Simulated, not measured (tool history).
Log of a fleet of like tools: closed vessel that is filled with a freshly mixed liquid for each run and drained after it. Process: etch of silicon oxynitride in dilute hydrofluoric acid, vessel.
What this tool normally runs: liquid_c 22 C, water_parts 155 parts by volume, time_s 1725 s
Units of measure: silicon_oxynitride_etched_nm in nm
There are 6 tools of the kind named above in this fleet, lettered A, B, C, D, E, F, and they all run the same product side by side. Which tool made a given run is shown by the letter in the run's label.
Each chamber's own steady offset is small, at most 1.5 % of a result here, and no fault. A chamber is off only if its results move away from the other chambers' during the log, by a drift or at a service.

run	hour	liquid_c	water_parts	time_s	read-back film thickness of the silicon oxynitride reference wafer, read on the same gauge (nm)	silicon_oxynitride_etched_nm
1B	4.6	22	155	1725	60.007	25.858
2D	8.1	22	155	1725	60.011	26.075
3E	14.4	22	155	1725	60.007	25.839
4F	20.3	22	155	1725	59.971	26.442
5A	24.3	22	155	1725	59.99	25.994
6C	30.3	22	155	1725	59.992	25.697
7B	35.5	22	155	1725	60.004	25.676
8A	42.1	22	155	1725	59.999	25.758
# hour 44.7: chamber F: thermometer replaced
9D	46.6	22	155	1725	59.988	26.243
10E	50	22	155	1065	59.964	16.328
11F	55.5	22	155	1065	59.99	16.259
12C	61	22	155	1065	60.041	15.78
13C	67.2	22	155	1065	60.012	15.796
14D	70.6	22	155	1065	60.02	16.071
15A	77.5	22	155	1065	60.011	16.047
16B	81.8	22	155	1725	59.997	26.185
17E	87.3	22	155	2345	59.992	35.801
18F	94	22	155	2345	60.026	35.517
19D	100.7	22	155	2345	60.011	35.288
20A	106.1	22	155	2345	59.984	35.11
21E	109.4	22	155	2345	60.002	36.355
22C	115.2	22	155	2345	59.969	34.772
23B	121.1	22	155	1725	59.951	25.912
24F	125.2	22	155	1725	59.965	26.223
25D	128.2	22	155	1725	60.018	26.47
26A	134.5	22	155	1725	59.985	25.658
27C	141.5	22	155	1725	60.028	25.782
28B	148.4	22	155	1725	60.005	26.119
29F	154.6	22	155	1725	59.985	26.312
30E	161	22	155	1725	59.996	27.419
31F	164.3	22	155	1725	60.046	26.327
32C	168.8	22	155	1725	59.996	25.669
33B	174.3	22	155	1725	60.007	25.735
34E	179	22	155	1725	59.971	27.599
35A	183.5	22	155	1725	59.969	26.041
36D	187.1	22	155	1725	60.042	25.832
37C	193.2	22	155	1725	59.987	25.74
38F	199.6	22	200	1725	60.016	19.559
39E	203.7	22	200	1725	60.014	20.595
40D	207.5	22	200	1725	60.002	19.704
# hour 211.2: chamber B: hydrofluoric acid flow meter replaced
41B	211.4	22	200	1725	59.994	19.55
42A	215.8	22	200	1725	59.977	19.512
43A	221.6	22	200	1725	60.027	19.55

Predict what each chamber gives when all 6 of them run the settings below next.
44A	226.6	22	155	1725		?
44B	226.6	22	155	1725		?
44C	226.6	22	155	1725		?
44D	226.6	22	155	1725		?
44E	226.6	22	155	1725		?
44F	226.6	22	155	1725		?

run	silicon_oxynitride_etched_nm
44A	25.757
44B	25.755
44C	25.766
44D	26.015
44E	28.152
44F	26.363

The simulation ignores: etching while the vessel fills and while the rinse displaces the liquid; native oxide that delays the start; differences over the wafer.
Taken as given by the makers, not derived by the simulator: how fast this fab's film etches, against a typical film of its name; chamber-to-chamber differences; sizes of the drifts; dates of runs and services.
